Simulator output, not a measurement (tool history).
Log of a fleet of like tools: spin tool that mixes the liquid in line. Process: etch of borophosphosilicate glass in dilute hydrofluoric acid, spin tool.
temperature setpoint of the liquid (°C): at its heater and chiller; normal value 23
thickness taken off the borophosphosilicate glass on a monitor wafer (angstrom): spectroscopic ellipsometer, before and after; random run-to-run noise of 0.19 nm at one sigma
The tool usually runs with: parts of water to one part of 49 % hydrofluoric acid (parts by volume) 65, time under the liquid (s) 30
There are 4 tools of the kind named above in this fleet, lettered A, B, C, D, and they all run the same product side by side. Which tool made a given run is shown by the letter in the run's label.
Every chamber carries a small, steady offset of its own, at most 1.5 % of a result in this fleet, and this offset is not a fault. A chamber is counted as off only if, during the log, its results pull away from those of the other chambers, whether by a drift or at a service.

run	hour	temperature setpoint of the liquid (°C)	parts of water to one part of 49 % hydrofluoric acid (parts by volume)	time under the liquid (s)	hours since the thermometer was replaced	hours since the hydrofluoric acid flow meter was replaced	read-back film thickness of the borophosphosilicate glass reference wafer, read on the same gauge (nm)	thickness taken off the borophosphosilicate glass on a monitor wafer (angstrom)
# hour 1.2: chamber B: thermometer replaced
1A	6.1	23	65	30	570.4	623.7	110.00	335.57
2C	14.4	23	65	30	666.8	2129.4	110.02	336.79
3B	23.6	23	65	30	22.5	1565.8	110.00	338.44
4D	33.1	23	65	30	468.7	400.7	109.99	339.13
5C	39.7	23	65	30	692.1	2154.7	109.99	337.22
6A	51.2	23	65	30	615.5	668.8	110.02	335.81
7B	61.1	23	65	30	60.0	1603.3	110.01	336.29
8D	67.8	23	65	30	503.4	435.4	110.01	339.93
9B	75.2	23	65	30	74.1	1617.4	110.00	339.87
10C	83.6	23	65	30	736.0	2198.6	109.99	333.38
11A	95.2	23	65	30	659.5	712.8	110.00	331.33
12D	103.5	23	65	30	539.1	471.1	110.00	341.17
13B	112.0	23	65	30	110.9	1654.2	110.00	340.77
14D	119.4	23	40	35	555.0	487.0	110.03	667.48
15C	129.3	23	40	35	781.7	2244.3	110.00	651.45
16A	136.9	23	40	35	701.2	754.5	110.00	649.95
# hour 140.0: chamber C: hydrofluoric acid flow meter replaced
17D	142.3	23	40	35	577.9	509.9	110.00	667.96
18B	153.2	23	65	30	152.1	1695.4	110.00	348.42
19A	159.2	23	65	30	723.5	776.8	109.99	335.44
20C	165.4	25	50	30	817.8	25.4	110.00	476.74
21D	171.8	25	50	30	607.4	539.4	109.99	485.04
22B	183.2	25	50	30	182.1	1725.4	109.99	503.25
23C	191.8	25	50	30	844.2	51.8	109.99	477.13
24A	198.7	23	65	30	763.0	816.3	110.02	332.48
25A	210.1	23	65	30	774.4	827.7	110.00	329.48
26D	216.5	23	40	30	652.1	584.1	109.99	574.66
27C	227.8	23	40	30	880.2	87.8	110.00	563.40
28B	238.7	23	40	30	237.6	1780.9	109.98	583.06
29A	244.2	23	40	30	808.5	861.8	109.98	555.27
30C	251.6	23	65	30	904.0	111.6	110.01	333.33
31B	257.1	23	65	30	256.0	1799.3	109.98	354.50
32D	263.1	23	65	30	698.7	630.7	109.97	341.20
33A	268.3	23	65	30	832.6	885.9	110.00	333.67
34C	279.4	23	65	30	931.8	139.4	110.00	334.21
35B	285.4	23	65	30	284.3	1827.6	110.00	353.01
36D	296.2	23	65	30	731.8	663.8	110.01	339.35
37B	307.5	23	65	30	306.4	1849.7	110.00	357.84
38C	314.5	23	65	30	966.9	174.5	109.98	332.63
39A	324.1	23	65	30	888.4	941.7	109.99	335.35
40D	333.9	23	65	30	769.5	701.5	109.98	339.75
41C	344.4	23	65	30	996.8	204.4	110.01	337.34
42B	349.7	23	65	30	348.6	1891.9	110.01	356.94
43A	359.0	23	65	30	923.3	976.6	109.98	333.93
44D	370.2	23	65	30	805.8	737.8	110.00	342.32

For the next run the whole fleet of 4 chambers uses the same settings. Give each chamber's results:
45A	378.5	23	65	30				?
45B	378.5	23	65	30				?
45C	378.5	23	65	30				?
45D	378.5	23	65	30				?

run	thickness taken off the borophosphosilicate glass on a monitor wafer (angstrom)
45A	332.09
45B	359.56
45C	330.23
45D	339.47

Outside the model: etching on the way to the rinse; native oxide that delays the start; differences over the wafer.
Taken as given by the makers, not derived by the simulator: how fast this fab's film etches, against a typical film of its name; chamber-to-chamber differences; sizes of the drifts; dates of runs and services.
